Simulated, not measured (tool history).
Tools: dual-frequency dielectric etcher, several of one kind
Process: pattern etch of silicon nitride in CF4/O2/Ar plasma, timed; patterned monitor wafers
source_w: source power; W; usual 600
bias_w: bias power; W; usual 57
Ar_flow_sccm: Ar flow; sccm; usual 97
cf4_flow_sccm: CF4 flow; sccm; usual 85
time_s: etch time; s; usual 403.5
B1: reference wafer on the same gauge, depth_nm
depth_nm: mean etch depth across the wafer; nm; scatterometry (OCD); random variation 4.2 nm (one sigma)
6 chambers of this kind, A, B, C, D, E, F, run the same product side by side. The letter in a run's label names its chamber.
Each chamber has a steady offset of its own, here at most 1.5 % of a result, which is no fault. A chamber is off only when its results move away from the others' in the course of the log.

{"run": "1B", "day": 0.6, "source_w": 600, "bias_w": 57, "Ar_flow_sccm": 97, "cf4_flow_sccm": 85, "time_s": 403.5, "B1": 1028.1, "depth_nm": 928.6}
{"run": "2A", "day": 1.208, "source_w": 600, "bias_w": 57, "Ar_flow_sccm": 97, "cf4_flow_sccm": 85, "time_s": 403.5, "B1": 1026.5, "depth_nm": 930.49}
{"run": "3C", "day": 1.546, "source_w": 600, "bias_w": 57, "Ar_flow_sccm": 97, "cf4_flow_sccm": 85, "time_s": 403.5, "B1": 1027.8, "depth_nm": 935.01}
{"run": "4F", "day": 1.892, "source_w": 600, "bias_w": 57, "Ar_flow_sccm": 97, "cf4_flow_sccm": 85, "time_s": 403.5, "B1": 1027.6, "depth_nm": 925.13}
{"day": 2.088, "done": "chamber D: Ar flow controller replaced"}
{"run": "5D", "day": 2.271, "source_w": 600, "bias_w": 57, "Ar_flow_sccm": 97, "cf4_flow_sccm": 85, "time_s": 403.5, "B1": 1028.1, "depth_nm": 928.98}
{"run": "6E", "day": 2.546, "source_w": 600, "bias_w": 57, "Ar_flow_sccm": 97, "cf4_flow_sccm": 85, "time_s": 403.5, "B1": 1026.9, "depth_nm": 933.48}
{"run": "7C", "day": 2.904, "source_w": 600, "bias_w": 57, "Ar_flow_sccm": 97, "cf4_flow_sccm": 85, "time_s": 403.5, "B1": 1027.6, "depth_nm": 941.23}
{"run": "8F", "day": 3.238, "source_w": 600, "bias_w": 61, "Ar_flow_sccm": 97, "cf4_flow_sccm": 98, "time_s": 403.5, "B1": 1027.2, "depth_nm": 970.87}
{"day": 3.321, "done": "chamber C: wet clean of the chamber"}
{"run": "9A", "day": 3.767, "source_w": 600, "bias_w": 61, "Ar_flow_sccm": 97, "cf4_flow_sccm": 98, "time_s": 403.5, "B1": 1027.8, "depth_nm": 972.63}
{"run": "10B", "day": 4.321, "source_w": 600, "bias_w": 61, "Ar_flow_sccm": 97, "cf4_flow_sccm": 98, "time_s": 403.5, "B1": 1026.6, "depth_nm": 971.93}
{"run": "11D", "day": 4.812, "source_w": 600, "bias_w": 61, "Ar_flow_sccm": 97, "cf4_flow_sccm": 98, "time_s": 403.5, "B1": 1028.7, "depth_nm": 976.28}
{"run": "12E", "day": 5.442, "source_w": 600, "bias_w": 61, "Ar_flow_sccm": 97, "cf4_flow_sccm": 98, "time_s": 403.5, "B1": 1026, "depth_nm": 976.62}
{"run": "13A", "day": 6.058, "source_w": 600, "bias_w": 61, "Ar_flow_sccm": 97, "cf4_flow_sccm": 98, "time_s": 403.5, "B1": 1026.7, "depth_nm": 969.2}
{"run": "14D", "day": 6.388, "source_w": 600, "bias_w": 57, "Ar_flow_sccm": 97, "cf4_flow_sccm": 85, "time_s": 403.5, "B1": 1026.8, "depth_nm": 929.77}
{"day": 6.825, "done": "chamber E: Ar flow controller replaced"}
{"run": "15C", "day": 7.017, "source_w": 600, "bias_w": 57, "Ar_flow_sccm": 97, "cf4_flow_sccm": 85, "time_s": 403.5, "B1": 1027.8, "depth_nm": 937.6}
{"day": 7.15, "done": "chamber C: bias power generator calibrated"}
{"run": "16F", "day": 7.533, "source_w": 600, "bias_w": 57, "Ar_flow_sccm": 97, "cf4_flow_sccm": 85, "time_s": 403.5, "B1": 1027, "depth_nm": 929.38}
{"run": "17E", "day": 8.012, "source_w": 600, "bias_w": 57, "Ar_flow_sccm": 97, "cf4_flow_sccm": 85, "time_s": 403.5, "B1": 1026.5, "depth_nm": 934.45}
{"run": "18B", "day": 8.35, "source_w": 600, "bias_w": 57, "Ar_flow_sccm": 97, "cf4_flow_sccm": 85, "time_s": 403.5, "B1": 1027.3, "depth_nm": 933.15}
{"run": "19A", "day": 8.838, "source_w": 600, "bias_w": 57, "Ar_flow_sccm": 97, "cf4_flow_sccm": 85, "time_s": 403.5, "B1": 1025.8, "depth_nm": 919.05}
{"run": "20F", "day": 9.112, "source_w": 600, "bias_w": 57, "Ar_flow_sccm": 97, "cf4_flow_sccm": 85, "time_s": 403.5, "B1": 1027, "depth_nm": 921.12}
{"run": "21B", "day": 9.438, "source_w": 700, "bias_w": 57, "Ar_flow_sccm": 97, "cf4_flow_sccm": 85, "time_s": 403.5, "B1": 1027.1, "depth_nm": 1070}
{"run": "22E", "day": 9.854, "source_w": 700, "bias_w": 57, "Ar_flow_sccm": 97, "cf4_flow_sccm": 85, "time_s": 403.5, "B1": 1027.7, "depth_nm": 1064.6}
{"run": "23D", "day": 10.229, "source_w": 700, "bias_w": 57, "Ar_flow_sccm": 97, "cf4_flow_sccm": 85, "time_s": 403.5, "B1": 1026.6, "depth_nm": 1067.9}
{"run": "24C", "day": 10.783, "source_w": 700, "bias_w": 57, "Ar_flow_sccm": 97, "cf4_flow_sccm": 85, "time_s": 403.5, "B1": 1027, "depth_nm": 1081.2}
{"day": 10.996, "done": "chamber C: source power generator calibrated"}
{"run": "25C", "day": 11.4, "source_w": 700, "bias_w": 57, "Ar_flow_sccm": 97, "cf4_flow_sccm": 85, "time_s": 403.5, "B1": 1028.2, "depth_nm": 1073.2}
{"day": 11.642, "done": "chamber B: bias power generator calibrated"}
{"run": "26D", "day": 11.738, "source_w": 700, "bias_w": 57, "Ar_flow_sccm": 97, "cf4_flow_sccm": 85, "time_s": 403.5, "B1": 1027.2, "depth_nm": 1076.3}
{"run": "27A", "day": 12.262, "source_w": 600, "bias_w": 57, "Ar_flow_sccm": 97, "cf4_flow_sccm": 85, "time_s": 403.5, "B1": 1025, "depth_nm": 911.52}
{"run": "28E", "day": 12.65, "source_w": 600, "bias_w": 57, "Ar_flow_sccm": 97, "cf4_flow_sccm": 85, "time_s": 403.5, "B1": 1026.4, "depth_nm": 934.74}
{"run": "29B", "day": 13.217, "source_w": 600, "bias_w": 57, "Ar_flow_sccm": 97, "cf4_flow_sccm": 85, "time_s": 403.5, "B1": 1026.9, "depth_nm": 931.42}
{"run": "30F", "day": 13.662, "source_w": 600, "bias_w": 57, "Ar_flow_sccm": 97, "cf4_flow_sccm": 85, "time_s": 403.5, "B1": 1026, "depth_nm": 921.04}
{"run": "31E", "day": 14.183, "source_w": 600, "bias_w": 57, "Ar_flow_sccm": 97, "cf4_flow_sccm": 85, "time_s": 403.5, "B1": 1026.9, "depth_nm": 936.54}
{"run": "32F", "day": 14.558, "source_w": 600, "bias_w": 57, "Ar_flow_sccm": 97, "cf4_flow_sccm": 85, "time_s": 403.5, "B1": 1027.9, "depth_nm": 930.76}
{"run": "33B", "day": 14.938, "source_w": 600, "bias_w": 57, "Ar_flow_sccm": 75, "cf4_flow_sccm": 85, "time_s": 403.5, "B1": 1027.7, "depth_nm": 963}
{"run": "34C", "day": 15.521, "source_w": 600, "bias_w": 57, "Ar_flow_sccm": 75, "cf4_flow_sccm": 85, "time_s": 403.5, "B1": 1028.4, "depth_nm": 962.31}
{"run": "35D", "day": 16.092, "source_w": 600, "bias_w": 57, "Ar_flow_sccm": 75, "cf4_flow_sccm": 85, "time_s": 403.5, "B1": 1026.7, "depth_nm": 962.46}
{"run": "36A", "day": 16.588, "source_w": 600, "bias_w": 57, "Ar_flow_sccm": 75, "cf4_flow_sccm": 85, "time_s": 403.5, "B1": 1026, "depth_nm": 921.54}
{"day": 17.142, "done": "chamber A: source power generator calibrated"}
{"run": "37C", "day": 17.225, "source_w": 600, "bias_w": 57, "Ar_flow_sccm": 75, "cf4_flow_sccm": 85, "time_s": 403.5, "B1": 1026.8, "depth_nm": 977.63}
{"run": "38A", "day": 17.533, "source_w": 600, "bias_w": 57, "Ar_flow_sccm": 75, "cf4_flow_sccm": 85, "time_s": 403.5, "B1": 1027.3, "depth_nm": 921.43}

What goes on in this fleet: one chamber off, a drifting gauge, or nothing beyond the chambers' own small offsets? Name the chamber and the cause, if any.

Chamber A drifts away from the others.
Cause: etch rate under this chamber's usual, % = 4.21.

Here are 4 candidates for chamber A's next run, each the usual settings with a change, their results left as question marks. Which one brings its results back in line with what the others give on the usual settings?
In line means no further than this from the other chambers' mean on the usual settings: depth_nm 15 nm
{"run": "39A-1", "day": 17.988, "source_w": 600, "bias_w": 58, "Ar_flow_sccm": 97, "cf4_flow_sccm": 85, "time_s": 431, "depth_nm": "?"}
{"run": "39A-2", "day": 17.988, "source_w": 590, "bias_w": 57, "Ar_flow_sccm": 97, "cf4_flow_sccm": 85, "time_s": 393, "depth_nm": "?"}
{"run": "39A-3", "day": 17.988, "source_w": 610, "bias_w": 57, "Ar_flow_sccm": 97, "cf4_flow_sccm": 85, "time_s": 414, "depth_nm": "?"}
{"run": "39A-4", "day": 17.988, "source_w": 600, "bias_w": 56, "Ar_flow_sccm": 98, "cf4_flow_sccm": 85, "time_s": 376, "depth_nm": "?"}

The other chambers' mean on the usual settings: depth_nm 933.34 nm
run=39A-1 depth_nm=959.51
run=39A-2 depth_nm=856.62
run=39A-3 depth_nm=928.72
run=39A-4 depth_nm=824.89
39A-3 brings the chamber back in line.

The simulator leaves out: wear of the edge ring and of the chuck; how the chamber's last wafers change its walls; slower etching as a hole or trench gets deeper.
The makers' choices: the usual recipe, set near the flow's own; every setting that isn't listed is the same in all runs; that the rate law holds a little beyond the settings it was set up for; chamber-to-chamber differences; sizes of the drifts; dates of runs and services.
